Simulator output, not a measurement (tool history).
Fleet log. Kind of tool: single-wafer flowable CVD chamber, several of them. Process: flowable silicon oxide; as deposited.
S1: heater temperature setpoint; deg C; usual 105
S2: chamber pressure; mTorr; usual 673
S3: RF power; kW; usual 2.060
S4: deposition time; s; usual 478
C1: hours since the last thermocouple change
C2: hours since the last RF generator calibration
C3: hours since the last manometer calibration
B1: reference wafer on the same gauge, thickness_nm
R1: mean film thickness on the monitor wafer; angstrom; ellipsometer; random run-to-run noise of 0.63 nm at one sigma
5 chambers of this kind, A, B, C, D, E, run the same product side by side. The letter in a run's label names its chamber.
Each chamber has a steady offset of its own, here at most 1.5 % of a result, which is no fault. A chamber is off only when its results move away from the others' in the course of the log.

| run | hour | S1 | S2 | S3 | S4 | C1 | C2 | C3 | B1 | R1 |
|---|---|---|---|---|---|---|---|---|---|---|
| 1E | 12.6 | 105 | 673 | 2.060 | 478 | 507.7 | 1083.8 | 1650.3 | 189.94 | 1937.5 |
| 2D | 21.5 | 105 | 673 | 2.060 | 478 | 1041.7 | 932.0 | 589.9 | 189.89 | 1955.7 |
| 3A | 31.3 | 105 | 673 | 2.060 | 478 | 995.4 | 864.3 | 489.7 | 190.18 | 1952.1 |
| 4C | 41.6 | 105 | 673 | 2.060 | 478 | 693.0 | 1591.2 | 1016.0 | 190.03 | 1990.7 |
| 5B | 52.0 | 105 | 673 | 2.060 | 478 | 1459.1 | 891.0 | 1066.3 | 189.92 | 1966.9 |
| 6B | 62.8 | 105 | 578 | 2.060 | 437 | 1469.9 | 901.8 | 1077.1 | 190.02 | 1443.7 |
| 7C | 72.9 | 105 | 578 | 2.060 | 437 | 724.3 | 1622.5 | 1047.3 | 190.14 | 1466.9 |
| 8E | 86.6 | 105 | 578 | 2.060 | 437 | 581.7 | 1157.8 | 1724.3 | 190.08 | 1442.4 |
| 9D | 95.8 | 105 | 578 | 2.060 | 437 | 1116.0 | 1006.3 | 664.2 | 189.95 | 1455.9 |
| 10A | 111.7 | 105 | 578 | 2.060 | 437 | 1075.8 | 944.7 | 570.1 | 190.09 | 1437.6 |
| 11E | 127.3 | 105 | 673 | 2.060 | 478 | 622.4 | 1198.5 | 1765.0 | 190.08 | 1943.4 |
| 12A | 135.6 | 105 | 673 | 2.060 | 478 | 1099.7 | 968.6 | 594.0 | 189.87 | 1946.0 |
| 13C | 150.3 | 105 | 673 | 2.060 | 478 | 801.7 | 1699.9 | 1124.7 | 189.95 | 1991.2 |
| 14D | 158.0 | 105 | 673 | 2.060 | 478 | 1178.2 | 1068.5 | 726.4 | 189.98 | 1965.8 |
| 15B | 169.5 | 105 | 673 | 2.060 | 478 | 1576.6 | 1008.5 | 1183.8 | 190.01 | 1967.5 |
| 16E | 185.9 | 105 | 673 | 2.060 | 478 | 681.0 | 1257.1 | 1823.6 | 189.81 | 1945.3 |
| 17B | 198.4 | 105 | 673 | 2.060 | 478 | 1605.5 | 1037.4 | 1212.7 | 189.85 | 1979.3 |
| 18D | 210.1 | 105 | 577 | 2.060 | 478 | 1230.3 | 1120.6 | 778.5 | 189.93 | 1596.8 |
| 19A | 217.5 | 105 | 577 | 2.060 | 478 | 1181.6 | 1050.5 | 675.9 | 190.08 | 1569.4 |
| 20C | 227.7 | 105 | 577 | 2.060 | 478 | 879.1 | 1777.3 | 1202.1 | 189.96 | 1603.3 |
|  | 232.3 | chamber C: capacitance manometer re-zeroed and calibrated |
| 21E | 237.5 | 105 | 577 | 2.060 | 478 | 732.6 | 1308.7 | 1875.2 | 189.92 | 1572.0 |
|  | 243.1 | chamber D: RF generator calibrated |
| 22C | 250.5 | 105 | 577 | 2.060 | 478 | 901.9 | 1800.1 | 18.3 | 190.00 | 1601.2 |
|  | 260.2 | chamber D: thermocouple changed; heater temperature recalibrated |
| 23B | 261.9 | 105 | 673 | 2.060 | 570 | 1669.0 | 1100.9 | 1276.2 | 190.10 | 2371.8 |
| 24D | 269.6 | 105 | 673 | 2.060 | 570 | 9.5 | 26.6 | 838.0 | 189.98 | 2347.2 |
| 25A | 279.9 | 105 | 673 | 2.060 | 570 | 1244.0 | 1112.9 | 738.3 | 189.96 | 2325.5 |
| 26E | 296.0 | 105 | 673 | 2.060 | 570 | 791.1 | 1367.2 | 1933.7 | 189.79 | 2304.0 |
| 27D | 304.7 | 105 | 673 | 2.060 | 570 | 44.6 | 61.7 | 873.1 | 190.21 | 2344.2 |
| 28B | 313.3 | 105 | 673 | 2.060 | 478 | 1720.4 | 1152.3 | 1327.6 | 189.93 | 1993.2 |
| 29A | 327.5 | 105 | 673 | 2.060 | 478 | 1291.6 | 1160.5 | 785.9 | 190.00 | 1951.6 |
| 30C | 339.7 | 105 | 673 | 2.060 | 478 | 991.1 | 1889.3 | 107.5 | 189.85 | 1976.6 |
| 31A | 356.2 | 105 | 673 | 2.060 | 478 | 1320.3 | 1189.2 | 814.6 | 189.95 | 1952.8 |
| 32D | 368.3 | 105 | 673 | 2.060 | 478 | 108.2 | 125.3 | 936.7 | 189.98 | 1959.8 |
| 33E | 384.2 | 105 | 673 | 2.060 | 478 | 879.3 | 1455.4 | 2021.9 | 190.03 | 1935.4 |
| 34B | 396.1 | 105 | 673 | 2.060 | 478 | 1803.2 | 1235.1 | 1410.4 | 189.92 | 2013.5 |
| 35C | 410.0 | 105 | 673 | 2.060 | 478 | 1061.4 | 1959.6 | 177.8 | 190.17 | 1984.0 |

Is one chamber out of step, is the gauge drifting, or do the chambers differ by no more than their own small offsets? For an off chamber, give its letter and the likeliest cause.

One chamber, B, drifts off from the rest bit by bit.
Likeliest cause: wafer temperature below the value expected at the setpoint (K) = 0.828.
It could be hard to tell apart here from: true pressure above the setpoint (%).

Chamber B could run next with any of the 4 candidate recipes listed below; each alters the usual settings, and their results appear as question marks. Which one brings its results back in line with what the other chambers deliver on the usual settings?
Allowed miss from the other chambers' usual-settings mean, per result, to count as in line: R1 22.0 angstrom
| 36B-1 | 421.9 | 105 | 673 | 2.060 | 465 |  |  |  |  | ? |
| 36B-2 | 421.9 | 104 | 681 | 2.060 | 478 |  |  |  |  | ? |
| 36B-3 | 421.9 | 105 | 673 | 2.390 | 478 |  |  |  |  | ? |
| 36B-4 | 421.9 | 105 | 673 | 1.710 | 478 |  |  |  |  | ? |

Mean of the other chambers on the usual settings: R1 1958.4 angstrom
| run | R1 |
|---|---|
| 36B-1 | 1961.2 |
| 36B-2 | 2119.2 |
| 36B-3 | 2067.3 |
| 36B-4 | 1927.6 |
The answer is 36B-1, which returns the chamber to within the allowed miss of the others.
